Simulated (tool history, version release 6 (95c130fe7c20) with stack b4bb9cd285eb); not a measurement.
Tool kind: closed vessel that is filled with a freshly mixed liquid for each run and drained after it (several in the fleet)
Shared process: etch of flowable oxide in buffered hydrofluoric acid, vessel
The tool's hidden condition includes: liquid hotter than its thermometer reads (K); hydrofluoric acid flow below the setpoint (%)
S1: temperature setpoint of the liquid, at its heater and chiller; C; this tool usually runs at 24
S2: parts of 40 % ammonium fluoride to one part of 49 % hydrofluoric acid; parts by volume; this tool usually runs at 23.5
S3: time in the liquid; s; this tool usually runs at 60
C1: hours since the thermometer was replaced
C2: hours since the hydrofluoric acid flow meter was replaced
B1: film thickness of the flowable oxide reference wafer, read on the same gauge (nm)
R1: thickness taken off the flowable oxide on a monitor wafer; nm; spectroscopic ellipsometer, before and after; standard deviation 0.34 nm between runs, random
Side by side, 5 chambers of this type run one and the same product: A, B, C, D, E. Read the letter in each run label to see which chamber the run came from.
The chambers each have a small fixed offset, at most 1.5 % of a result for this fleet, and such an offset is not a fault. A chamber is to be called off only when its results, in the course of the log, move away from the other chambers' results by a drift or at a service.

{"run": "1D", "hour": 12.4, "S1": 24, "S2": 23.5, "S3": 60, "C1": 1763.9, "C2": 343, "B1": 39.975, "R1": 76.549}
{"run": "2E", "hour": 18.9, "S1": 24, "S2": 23.5, "S3": 60, "C1": 1511.9, "C2": 1621.2, "B1": 39.994, "R1": 78.422}
{"hour": 23.1, "done": "chamber B: thermometer replaced"}
{"run": "3B", "hour": 27.8, "S1": 24, "S2": 23.5, "S3": 60, "C1": 4.8, "C2": 621.8, "B1": 39.995, "R1": 77.748}
{"run": "4C", "hour": 40.3, "S1": 24, "S2": 23.5, "S3": 60, "C1": 1368.1, "C2": 1309.6, "B1": 39.993, "R1": 77.745}
{"run": "5A", "hour": 48.1, "S1": 24, "S2": 23.5, "S3": 60, "C1": 509.2, "C2": 1834.2, "B1": 40.02, "R1": 77.538}
{"run": "6E", "hour": 54.1, "S1": 24, "S2": 23.5, "S3": 60, "C1": 1547.1, "C2": 1656.4, "B1": 40.021, "R1": 78.577}
{"run": "7A", "hour": 67.6, "S1": 24, "S2": 23.5, "S3": 60, "C1": 528.7, "C2": 1853.7, "B1": 39.992, "R1": 77.202}
{"run": "8B", "hour": 75.4, "S1": 24, "S2": 23.5, "S3": 60, "C1": 52.4, "C2": 669.4, "B1": 40, "R1": 77.477}
{"run": "9C", "hour": 81.8, "S1": 24, "S2": 23.5, "S3": 60, "C1": 1409.6, "C2": 1351.1, "B1": 40.004, "R1": 77.585}
{"run": "10D", "hour": 94.0, "S1": 21, "S2": 28, "S3": 60, "C1": 1845.5, "C2": 424.6, "B1": 39.979, "R1": 57.823}
{"run": "11D", "hour": 102.5, "S1": 21, "S2": 28, "S3": 60, "C1": 1854, "C2": 433.1, "B1": 39.989, "R1": 58.409}
{"run": "12C", "hour": 113.4, "S1": 21, "S2": 28, "S3": 60, "C1": 1441.2, "C2": 1382.7, "B1": 40.016, "R1": 58.634}
{"run": "13B", "hour": 122.6, "S1": 21, "S2": 28, "S3": 60, "C1": 99.6, "C2": 716.6, "B1": 40.007, "R1": 57.977}
{"run": "14E", "hour": 134.4, "S1": 21, "S2": 28, "S3": 60, "C1": 1627.4, "C2": 1736.7, "B1": 39.987, "R1": 58.584}
{"run": "15A", "hour": 140.7, "S1": 24, "S2": 23.5, "S3": 60, "C1": 601.8, "C2": 1926.8, "B1": 40.007, "R1": 77.515}
{"run": "16B", "hour": 152.9, "S1": 24, "S2": 29, "S3": 60, "C1": 129.9, "C2": 746.9, "B1": 40.003, "R1": 67.834}
{"run": "17E", "hour": 165.5, "S1": 24, "S2": 29, "S3": 60, "C1": 1658.5, "C2": 1767.8, "B1": 40.008, "R1": 67.831}
{"run": "18A", "hour": 177.9, "S1": 24, "S2": 29, "S3": 60, "C1": 639, "C2": 1964, "B1": 40, "R1": 66.79}
{"run": "19D", "hour": 190.9, "S1": 24, "S2": 29, "S3": 60, "C1": 1942.4, "C2": 521.5, "B1": 39.991, "R1": 66.296}
{"run": "20C", "hour": 202.9, "S1": 24, "S2": 29, "S3": 60, "C1": 1530.7, "C2": 1472.2, "B1": 40, "R1": 67.535}
{"run": "21A", "hour": 209.9, "S1": 24, "S2": 20, "S3": 85, "C1": 671, "C2": 1996, "B1": 40.03, "R1": 123.42}
{"run": "22B", "hour": 217.1, "S1": 24, "S2": 20, "S3": 85, "C1": 194.1, "C2": 811.1, "B1": 40.002, "R1": 122.71}
{"run": "23D", "hour": 229.2, "S1": 24, "S2": 20, "S3": 85, "C1": 1980.7, "C2": 559.8, "B1": 40.008, "R1": 122.66}
{"run": "24E", "hour": 238.6, "S1": 24, "S2": 20, "S3": 85, "C1": 1731.6, "C2": 1840.9, "B1": 40.019, "R1": 124.31}
{"run": "25C", "hour": 252.1, "S1": 24, "S2": 20, "S3": 85, "C1": 1579.9, "C2": 1521.4, "B1": 39.988, "R1": 125.41}
{"run": "26B", "hour": 261.6, "S1": 24, "S2": 23.5, "S3": 60, "C1": 238.6, "C2": 855.6, "B1": 40.001, "R1": 77.402}
{"run": "27A", "hour": 273.2, "S1": 24, "S2": 17.5, "S3": 60, "C1": 734.3, "C2": 2059.3, "B1": 40.002, "R1": 99.25}
{"run": "28E", "hour": 281.3, "S1": 24, "S2": 17.5, "S3": 60, "C1": 1774.3, "C2": 1883.6, "B1": 39.966, "R1": 99.953}
{"run": "29C", "hour": 291.0, "S1": 24, "S2": 17.5, "S3": 60, "C1": 1618.8, "C2": 1560.3, "B1": 40.031, "R1": 101.85}
{"run": "30D", "hour": 299.1, "S1": 24, "S2": 17.5, "S3": 60, "C1": 2050.6, "C2": 629.7, "B1": 40.026, "R1": 98.568}
{"hour": 309.2, "done": "chamber D: thermometer replaced"}
{"run": "31A", "hour": 309.2, "S1": 24, "S2": 17.5, "S3": 60, "C1": 770.3, "C2": 2095.3, "B1": 40.005, "R1": 99.276}
{"run": "32C", "hour": 315.9, "S1": 24, "S2": 23.5, "S3": 60, "C1": 1643.7, "C2": 1585.2, "B1": 39.965, "R1": 79.496}
{"run": "33E", "hour": 325.0, "S1": 24, "S2": 23.5, "S3": 60, "C1": 1818, "C2": 1927.3, "B1": 40.004, "R1": 79.001}
{"run": "34D", "hour": 338.0, "S1": 24, "S2": 23.5, "S3": 60, "C1": 28.8, "C2": 668.6, "B1": 39.982, "R1": 77.134}

What goes on in this fleet: one chamber off, a drifting gauge, or nothing beyond the chambers' own small offsets? Name the chamber and the cause, if any.

It is chamber C that slowly wanders off from its peers.
Most likely cause: liquid hotter than its thermometer reads (K) = 0.445.
The log may not tell that from: hydrofluoric acid flow above the setpoint (%).

Which of the 4 candidates below, each the usual settings with something changed and its results left as question marks, puts chamber C back in line with what the other chambers give on the usual settings?
Maximum distance from the other chambers' mean on the usual settings for a result to count as in line: R1 1.2 nm
{"run": "35C-1", "hour": 347.9, "S1": 23.5, "S2": 23.5, "S3": 60, "R1": "?"}
{"run": "35C-2", "hour": 347.9, "S1": 24.5, "S2": 23.5, "S3": 60, "R1": "?"}
{"run": "35C-3", "hour": 347.9, "S1": 25, "S2": 23.5, "S3": 60, "R1": "?"}
{"run": "35C-4", "hour": 347.9, "S1": 23, "S2": 23.5, "S3": 60, "R1": "?"}

Average result of the remaining chambers running the usual settings: R1 77.844 nm
run=35C-1 R1=77.321
run=35C-2 R1=81.712
run=35C-3 R1=84.013
run=35C-4 R1=75.184
The answer is 35C-1, which returns the chamber to within the allowed miss of the others.
